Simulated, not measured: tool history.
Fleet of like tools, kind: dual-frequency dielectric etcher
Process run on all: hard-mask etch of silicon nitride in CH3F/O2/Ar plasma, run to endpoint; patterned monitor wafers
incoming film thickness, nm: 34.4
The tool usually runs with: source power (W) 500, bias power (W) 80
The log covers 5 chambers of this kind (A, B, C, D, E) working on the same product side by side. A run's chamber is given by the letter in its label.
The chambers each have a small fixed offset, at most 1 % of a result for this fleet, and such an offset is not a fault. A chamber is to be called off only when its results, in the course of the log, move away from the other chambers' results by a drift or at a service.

Run 1D, day 0.167: usual settings. Result: endpoint time (s) 43.455.
Run 2E, day 0.288: usual settings. Result: endpoint time (s) 44.477.
Run 3A, day 0.388: usual settings. Result: endpoint time (s) 43.934.
Run 4C, day 0.579: usual settings. Result: endpoint time (s) 44.338.
Run 5B, day 0.750: usual settings but source power (W) 600, bias power (W) 61. Result: endpoint time (s) 44.949.
Run 6B, day 0.862: usual settings but source power (W) 600, bias power (W) 61. Result: endpoint time (s) 45.021.
Run 7D, day 1.067: usual settings but source power (W) 600, bias power (W) 61. Result: endpoint time (s) 44.957.
Run 8C, day 1.250: usual settings but source power (W) 600, bias power (W) 61. Result: endpoint time (s) 44.729.
Run 9A, day 1.396: usual settings but source power (W) 600, bias power (W) 61. Result: endpoint time (s) 45.073.
Run 10E, day 1.588: usual settings. Result: endpoint time (s) 44.250.
Run 11C, day 1.708: usual settings. Result: endpoint time (s) 43.646.
Run 12B, day 1.896: usual settings but source power (W) 450. Result: endpoint time (s) 45.890.
Run 13A, day 2.017: usual settings but source power (W) 450. Result: endpoint time (s) 45.904.
Run 14D, day 2.112: usual settings but source power (W) 450. Result: endpoint time (s) 45.316.
Run 15E, day 2.267: usual settings but source power (W) 450. Result: endpoint time (s) 45.952.
Run 16D, day 2.400: usual settings but source power (W) 450. Result: endpoint time (s) 44.750.
Run 17E, day 2.508: usual settings but source power (W) 390, bias power (W) 98. Result: endpoint time (s) 45.216.
At day 2.596: chamber E: wet clean of the chamber.
Run 18B, day 2.600: usual settings but source power (W) 390, bias power (W) 98. Result: endpoint time (s) 45.171.
Run 19A, day 2.800: usual settings but source power (W) 390, bias power (W) 98. Result: endpoint time (s) 44.692.
At day 2.833: chamber A: wet clean of the chamber.
Run 20C, day 2.933: usual settings but source power (W) 390, bias power (W) 98. Result: endpoint time (s) 44.866.
Run 21C, day 3.050: usual settings but source power (W) 390, bias power (W) 98. Result: endpoint time (s) 45.297.
Run 22A, day 3.250: usual settings. Result: endpoint time (s) 44.094.
Run 23E, day 3.371: usual settings. Result: endpoint time (s) 44.276.
Run 24D, day 3.492: usual settings but source power (W) 430, bias power (W) 96. Result: endpoint time (s) 42.736.
Run 25B, day 3.617: usual settings but source power (W) 430, bias power (W) 96. Result: endpoint time (s) 43.867.
Run 26D, day 3.796: usual settings but source power (W) 430, bias power (W) 96. Result: endpoint time (s) 43.034.
Run 27E, day 3.946: usual settings but source power (W) 430, bias power (W) 96. Result: endpoint time (s) 43.518.
Run 28A, day 4.108: usual settings but source power (W) 430, bias power (W) 96. Result: endpoint time (s) 43.767.
Run 29B, day 4.238: usual settings. Result: endpoint time (s) 44.553.
Run 30C, day 4.404: usual settings. Result: endpoint time (s) 44.315.
Run 31D, day 4.562: usual settings but source power (W) 410, bias power (W) 67. Result: endpoint time (s) 49.296.
Run 32B, day 4.679: usual settings but source power (W) 410, bias power (W) 67. Result: endpoint time (s) 50.900.
Run 33C, day 4.858: usual settings but source power (W) 410, bias power (W) 67. Result: endpoint time (s) 50.827.
Run 34A, day 5.046: usual settings but source power (W) 410, bias power (W) 67. Result: endpoint time (s) 50.445.
Run 35E, day 5.146: usual settings but source power (W) 410, bias power (W) 67. Result: endpoint time (s) 51.019.
Run 36B, day 5.338: usual settings. Result: endpoint time (s) 44.057.
Run 37C, day 5.454: usual settings. Result: endpoint time (s) 44.212.
Run 38E, day 5.592: usual settings. Result: endpoint time (s) 44.427.
Run 39D, day 5.679: usual settings. Result: endpoint time (s) 42.837.
Run 40A, day 5.862: usual settings. Result: endpoint time (s) 44.140.

What goes on in this fleet: one chamber off, a drifting gauge, or nothing beyond the chambers' own small offsets? Name the chamber and the cause, if any.

One chamber, D, drifts off from the rest bit by bit.
What lies behind it: etch rate over this chamber's usual, % = 3.12.

Chamber D could run next with any of the 4 candidate recipes listed below; each alters the usual settings, and their results appear as question marks. Which one brings its results back in line with what the other chambers deliver on the usual settings?
In line means no further than this from the other chambers' mean on the usual settings: endpoint time (s) 0.780
Run 41D-1, day 6.008: usual settings but source power (W) 550, bias power (W) 88. Result: endpoint time (s) ?.
Run 41D-2, day 6.008: usual settings but bias power (W) 89. Result: endpoint time (s) ?.
Run 41D-3, day 6.008: usual settings but bias power (W) 71. Result: endpoint time (s) ?.
Run 41D-4, day 6.008: usual settings but source power (W) 450, bias power (W) 72. Result: endpoint time (s) ?.

The mean the other chambers reach with the usual settings: endpoint time (s) 44.152
  run  endpoint time (s)
41D-1             39.585
41D-2             40.884
41D-3             44.247
41D-4             45.864
With 41D-3, the chamber falls back in line with the rest.

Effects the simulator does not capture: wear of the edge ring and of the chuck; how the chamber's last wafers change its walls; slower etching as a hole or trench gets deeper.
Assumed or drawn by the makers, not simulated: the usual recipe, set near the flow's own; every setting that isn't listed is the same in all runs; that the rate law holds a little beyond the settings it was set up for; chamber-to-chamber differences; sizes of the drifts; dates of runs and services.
